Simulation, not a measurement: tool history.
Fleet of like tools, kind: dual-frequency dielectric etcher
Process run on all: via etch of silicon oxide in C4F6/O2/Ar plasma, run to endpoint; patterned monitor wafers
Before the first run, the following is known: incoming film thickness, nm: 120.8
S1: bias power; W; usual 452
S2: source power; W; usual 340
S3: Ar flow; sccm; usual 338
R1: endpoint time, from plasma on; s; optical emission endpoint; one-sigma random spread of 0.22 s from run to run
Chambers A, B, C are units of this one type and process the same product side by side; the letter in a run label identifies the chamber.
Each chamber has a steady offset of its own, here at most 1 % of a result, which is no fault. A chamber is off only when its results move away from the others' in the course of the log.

| run | hour | S1 | S2 | S3 | R1 |
|---|---|---|---|---|---|
| 1C | 6.9 | 452 | 340 | 338 | 29.667 |
| 2B | 12.9 | 452 | 340 | 338 | 29.278 |
| 3A | 21.5 | 452 | 340 | 338 | 29.648 |
| 4C | 27.7 | 452 | 340 | 338 | 29.815 |
| 5B | 36.8 | 452 | 340 | 338 | 29.206 |
| 6A | 48.1 | 452 | 340 | 338 | 29.337 |
| 7B | 55.3 | 452 | 340 | 338 | 29.227 |
|  | 56.6 | chamber A: bias power generator calibrated |
| 8C | 60.5 | 452 | 340 | 338 | 29.601 |
| 9A | 65.8 | 452 | 340 | 338 | 29.505 |
| 10B | 73.9 | 452 | 340 | 338 | 29.489 |
| 11C | 79.4 | 452 | 340 | 338 | 29.783 |
| 12A | 88.7 | 452 | 340 | 338 | 29.51 |
|  | 94.3 | chamber B: wet clean of the chamber |
| 13B | 97.8 | 452 | 340 | 338 | 29.367 |
| 14A | 105.8 | 452 | 340 | 338 | 29.336 |
| 15C | 111.5 | 452 | 340 | 338 | 29.301 |
| 16B | 116.8 | 452 | 340 | 338 | 29.424 |
| 17C | 124.4 | 452 | 340 | 338 | 30.255 |
| 18A | 131.2 | 452 | 340 | 338 | 29.753 |
| 19B | 138.6 | 452 | 340 | 338 | 29.876 |
| 20A | 145.2 | 452 | 340 | 338 | 29.598 |
| 21C | 152 | 452 | 340 | 338 | 29.445 |
| 22A | 160.9 | 533 | 340 | 303 | 27.855 |
| 23C | 172.4 | 533 | 340 | 303 | 27.618 |
| 24B | 182.1 | 533 | 340 | 303 | 27.576 |
| 25C | 187.9 | 452 | 340 | 338 | 29.725 |
| 26B | 198.2 | 452 | 340 | 338 | 29.641 |
| 27A | 205 | 452 | 340 | 338 | 29.219 |
| 28A | 210.4 | 452 | 340 | 338 | 29.463 |
| 29B | 216.7 | 542 | 400 | 338 | 25.683 |
| 30C | 228.1 | 542 | 400 | 338 | 26.301 |
| 31B | 235.5 | 542 | 400 | 338 | 25.87 |
| 32A | 245.5 | 452 | 340 | 338 | 29.291 |
| 33C | 255.6 | 452 | 340 | 338 | 29.382 |
| 34C | 265.6 | 359 | 340 | 294 | 32.051 |
| 35A | 273.6 | 359 | 340 | 294 | 31.445 |

Next, every chamber runs the same settings. What will each give?
| 36A | 281.9 | 452 | 340 | 338 | ? |
| 36B | 281.9 | 452 | 340 | 338 | ? |
| 36C | 281.9 | 452 | 340 | 338 | ? |

| run | R1 |
|---|---|
| 36A | 29.215 |
| 36B | 29.722 |
| 36C | 30.283 |
